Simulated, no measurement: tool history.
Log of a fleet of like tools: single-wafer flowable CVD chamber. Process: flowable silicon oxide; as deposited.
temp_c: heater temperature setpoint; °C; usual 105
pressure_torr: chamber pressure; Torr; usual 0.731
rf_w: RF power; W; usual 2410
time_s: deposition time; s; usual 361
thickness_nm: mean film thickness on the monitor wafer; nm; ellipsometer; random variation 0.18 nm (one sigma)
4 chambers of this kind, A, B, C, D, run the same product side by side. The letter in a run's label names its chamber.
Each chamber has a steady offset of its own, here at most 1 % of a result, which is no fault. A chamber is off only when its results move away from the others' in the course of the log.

run   hour  temp_c  pressure_torr  rf_w  time_s  hours since the last thermocouple change  hours since the last RF generator calibration  hours since the last manometer calibration  read-back reference wafer on the same gauge, thickness_nm  thickness_nm
 1A   10.6     105          0.731  2410     361                                     915.3                                          155.6                                       740.4                                                     182.04        169.39
 2C   18.5     105          0.731  2410     361                                     699.5                                          817.6                                      1966.7                                                     182.04        170.43
 3B   24.6     105          0.731  2410     361                                     775.8                                         1853.3                                       352.8                                                     181.99        171.65
 4D   36.5     105          0.731  2410     361                                     453.1                                           78.6                                      1663.5                                                     182.08        170.77
 5B   44.6     105          0.731  2410     361                                     795.8                                         1873.3                                       372.8                                                      182.1        171.71
 6A   56.9     105          0.731  2410     361                                     961.6                                          201.9                                       786.7                                                     182.19        169.46
 7C   63.9     105          0.731  2410     361                                     744.9                                            863                                      2012.1                                                     182.18        170.26
 8D   71.8     105          0.731  2410     361                                     488.4                                          113.9                                      1698.8                                                     182.16        171.02
 9B   84.4     105          0.731  2410     361                                     835.6                                         1913.1                                       412.6                                                     182.28        171.68
10D   91.4     105          0.731  2410     361                                       508                                          133.5                                      1718.4                                                     182.25        171.11
11A   99.3     105          0.731  2410     361                                      1004                                          244.3                                       829.1                                                     182.26        169.18
12C  105.1      91          0.595  2410     361                                     786.1                                          904.2                                      2053.3                                                     182.32        205.63
13A  113.8      91          0.595  2410     361                                    1018.5                                          258.8                                       843.6                                                     182.28        203.63
14B  124.8      91          0.595  2410     361                                       876                                         1953.5                                         453                                                     182.35        205.02
15D    132      91          0.595  2410     361                                     548.6                                          174.1                                        1759                                                     182.34        203.65
16C  144.8      94          0.731  2410     294                                     825.8                                          943.9                                        2093                                                     182.43        200.37
17D  156.6      94          0.731  2410     294                                     573.2                                          198.7                                      1783.6                                                     182.39        200.29
18B  166.5      94          0.731  2410     294                                     917.7                                         1995.2                                       494.7                                                     182.47        201.08
19A  176.4      94          0.731  2410     294                                    1081.1                                          321.4                                       906.2                                                     182.42        199.02
20C  183.9     105          0.731  2410     361                                     864.9                                            983                                      2132.1                                                     182.54        170.85
21D  194.9     105          0.731  2410     361                                     611.5                                            237                                      1821.9                                                     182.57        171.42
22A  201.2     105          0.731  2410     361                                    1105.9                                          346.2                                         931                                                     182.57        169.73
23B  213.1     105          0.731  2410     361                                     964.3                                         2041.8                                       541.3                                                     182.55        172.11
24C  220.7     105          0.731  2410     361                                     901.7                                         1019.8                                      2168.9                                                      182.6        170.67
25B  232.5     105          0.731  2410     361                                     983.7                                         2061.2                                       560.7                                                     182.67        172.35
26A  240.7     105          0.731  2410     361                                    1145.4                                          385.7                                       970.5                                                     182.65        169.85
27C  250.9     105          0.731  2410     361                                     931.9                                           1050                                      2199.1                                                     182.74        170.93
28D  259.8     105          0.731  2410     302                                     676.4                                          301.9                                      1886.8                                                     182.71        143.22
29A  269.5     105          0.731  2410     302                                    1174.2                                          414.5                                       999.3                                                      182.7        142.15
30D  276.4     105          0.731  2410     302                                       693                                          318.5                                      1903.4                                                     182.76        143.43
31B  284.3     105          0.731  2410     302                                    1035.5                                           2113                                       612.5                                                      182.8        144.07

All 4 chambers run these settings next. Forecast each chamber's results:
32A  293.6     105          0.844  2410     361                                                                                                                                                                                                             ?
32B  293.6     105          0.844  2410     361                                                                                                                                                                                                             ?
32C  293.6     105          0.844  2410     361                                                                                                                                                                                                             ?
32D  293.6     105          0.844  2410     361                                                                                                                                                                                                             ?

run  thickness_nm
32A        204.87
32B        207.82
32C        205.52
32D        206.92

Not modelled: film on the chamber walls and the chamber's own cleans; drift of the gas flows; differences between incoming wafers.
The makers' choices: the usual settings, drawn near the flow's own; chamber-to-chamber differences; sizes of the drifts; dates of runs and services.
